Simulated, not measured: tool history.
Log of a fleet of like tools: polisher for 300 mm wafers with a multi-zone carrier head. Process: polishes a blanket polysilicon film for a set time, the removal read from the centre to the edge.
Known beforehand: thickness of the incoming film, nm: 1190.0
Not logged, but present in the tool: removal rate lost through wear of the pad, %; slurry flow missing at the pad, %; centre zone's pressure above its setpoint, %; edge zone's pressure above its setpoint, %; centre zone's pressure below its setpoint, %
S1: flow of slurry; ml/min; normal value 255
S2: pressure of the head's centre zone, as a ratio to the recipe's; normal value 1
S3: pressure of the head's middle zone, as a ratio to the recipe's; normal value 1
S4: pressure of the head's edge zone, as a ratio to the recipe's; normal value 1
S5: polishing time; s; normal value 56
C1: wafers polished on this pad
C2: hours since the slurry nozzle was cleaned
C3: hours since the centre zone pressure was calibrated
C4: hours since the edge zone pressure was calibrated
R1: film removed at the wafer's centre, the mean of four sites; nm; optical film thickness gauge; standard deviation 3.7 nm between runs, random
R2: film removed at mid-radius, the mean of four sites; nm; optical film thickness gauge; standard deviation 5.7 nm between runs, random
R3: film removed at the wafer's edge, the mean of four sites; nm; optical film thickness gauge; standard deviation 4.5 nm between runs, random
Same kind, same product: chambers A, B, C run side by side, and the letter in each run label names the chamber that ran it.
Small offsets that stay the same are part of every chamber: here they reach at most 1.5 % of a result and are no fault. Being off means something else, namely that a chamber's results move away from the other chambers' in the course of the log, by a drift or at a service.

run,day,S1,S2,S3,S4,S5,C1,C2,C3,C4,R1,R2,R3
1C,0.104,255,1,1,1,56,707,486.5,1452.1,185.1,411.25,405.33,412.72
# day 0.183: chamber A: worn pad replaced by a new one
2A,0.267,255,1,1,1,56,32,134.6,1310.6,562.3,418.31,429.98,422.54
3B,0.367,255,1,1,1,56,1115,207.8,50,600.5,419.03,414.7,418.64
4C,0.471,255,1,1,1,56,844,495.3,1460.9,193.9,413.59,406.52,413.99
5B,0.617,255,1,1,1,56,1209,213.8,56,606.5,417.5,415.43,415.35
# day 0.679: chamber B: worn pad replaced by a new one
6A,0.729,255,1,1,1,56,206,145.7,1321.7,573.4,412.99,419.62,409.83
7B,0.896,255,1,1,1,56,82,220.5,62.7,613.2,429.2,423.86,413.38
8A,1.046,205,1,1,1,56,324,153.3,1329.3,581,403.61,412.33,409.5
9C,1.158,205,1,1,1,56,1102,511.8,1477.4,210.4,403.4,400.95,407.97
10C,1.325,205,1,1,1,56,1165,515.8,1481.4,214.4,400.67,407.05,405.03
# day 1.479: chamber C: slurry nozzle cleaned
11B,1.504,255,1,1,1,56,310,235.1,77.3,627.8,421.61,412.22,416.82
12A,1.671,255,1,1,1,56,559,168.3,1344.3,596,413.97,415.27,421.85
13A,1.754,255,1,1,1,56,590,170.3,1346.3,598,409.77,423.14,414.77
# day 1.829: chamber A: worn pad replaced by a new one
14B,1.862,255,1,1,1,56,444,243.7,85.9,636.4,419.7,413.62,417.07
15C,2.008,255,1,1,1,56,1421,12.8,1497.8,230.8,414.68,407.13,406.42
# day 2.067: chamber C: worn pad replaced by a new one
16B,2.104,255,1,1,1,56,535,249.5,91.7,642.2,420.61,413.59,414.29
17C,2.258,255,1,1,1,56,73,18.8,1503.8,236.8,419.47,407.31,421.55
18A,2.404,255,1,1,1,56,215,185.9,1361.9,613.6,410.39,412.41,424.94
19C,2.529,255,1,1,1,56,174,25.3,1510.3,243.3,422.65,415.24,412.86
# day 2.671: chamber A: centre zone pressure recalibrated
20B,2.671,255,1,1,1,56,747,263.1,105.3,655.8,416.79,413.65,423.55
# day 2.717: chamber C: centre zone pressure recalibrated
21A,2.754,225,0.91,1,1,56,347,194.3,2,622,367.54,404.28,411.12
22A,2.888,225,0.91,1,1,56,397,197.5,5.2,625.2,369.61,408.37,412.93
23C,3.017,225,0.91,1,1,56,357,37,7.2,255,334.67,398.14,405.53
# day 3.129: chamber A: slurry nozzle cleaned
24B,3.179,255,1,1,1,56,938,275.3,117.5,668,418.59,412.65,420.01
# day 3.325: chamber A: worn pad replaced by a new one
25C,3.338,170,1,1,1,56,477,44.7,14.9,262.7,354.6,389.46,394.25
26B,3.433,170,1,1,1,56,1033,281.4,123.6,674.1,393.7,394.24,398.92
27A,3.6,170,1,1,1,56,103,11.3,22.3,642.3,392.2,399.43,400.29
28C,3.733,255,1,1,1,56,626,54.2,24.4,272.2,374.28,402.86,408.84
# day 3.762: chamber B: edge zone pressure recalibrated
# day 3.829: chamber B: worn pad replaced by a new one
29A,3.842,255,1,1,1,56,194,17.1,28.1,648.1,414.47,423.62,422.07
30B,3.962,255,1,1,1,56,50,294.1,136.3,4.8,422.35,423.82,414.82
31A,4.062,255,1,1,1,56,277,22.4,33.4,653.4,415.02,418.19,422.25
32B,4.208,255,1,1,1,56,142,300,142.2,10.7,410.1,411.38,410.98
33C,4.325,255,1,1,1,56,848,68.4,38.6,286.4,382.17,409.48,414.2
34B,4.496,255,1,1,1,56,250,306.9,149.1,17.6,412.83,412.09,414.42
35A,4.608,255,1,1,1,56,481,35.5,46.5,666.5,413.71,418.1,418.99
36C,4.783,255,1,1,1,56,1020,79.4,49.6,297.4,383.36,404.85,417.51
37C,4.958,255,1,1,1,56,1085,83.6,53.8,301.6,374.52,415.73,419.05
# day 5.104: chamber C: worn pad replaced by a new one
38A,5.104,255,1,1,1,41,667,47.4,58.4,678.4,304.28,303.71,300.64
39B,5.196,255,1,1,1,41,513,323.7,165.9,34.4,310.16,304.67,304.87
40C,5.317,255,1,1,1,41,80,92.2,62.4,310.2,278.47,301.1,299.24

Is one chamber off against the others, does the gauge drift, or is nothing wrong? If a chamber is off, say which, and what the likeliest cause is.

The work done on chamber C during a service left it standing apart from the others.
Most likely cause: centre zone's pressure below its setpoint, % = 8.25.

Below are 4 candidate recipes for chamber C's next run, each the usual settings with a change, their results shown as question marks. Which of them brings C's results back in line with what the other chambers give on the usual settings?
Counts as in line when no further than this from what the other chambers average on the usual settings: R1 13 nm; R2 20 nm; R3 16 nm
41C-1,5.446,260,1.07,1,0.97,57,,,,,?,?,?
41C-2,5.446,250,0.93,1,1.03,55,,,,,?,?,?
41C-3,5.446,265,1.14,0.99,0.94,58,,,,,?,?,?
41C-4,5.446,245,0.87,1.01,1.06,55,,,,,?,?,?

The mean the other chambers reach with the usual settings: R1 415.35 nm; R2 416.64 nm; R3 415.47 nm
run,R1,R2,R3
41C-1,420.73,421.27,413.84
41C-2,345.83,404.98,410.91
41C-3,459.95,425.43,414.97
41C-4,320.09,407.89,416.57
It is 41C-1 that realigns the chamber with its peers.

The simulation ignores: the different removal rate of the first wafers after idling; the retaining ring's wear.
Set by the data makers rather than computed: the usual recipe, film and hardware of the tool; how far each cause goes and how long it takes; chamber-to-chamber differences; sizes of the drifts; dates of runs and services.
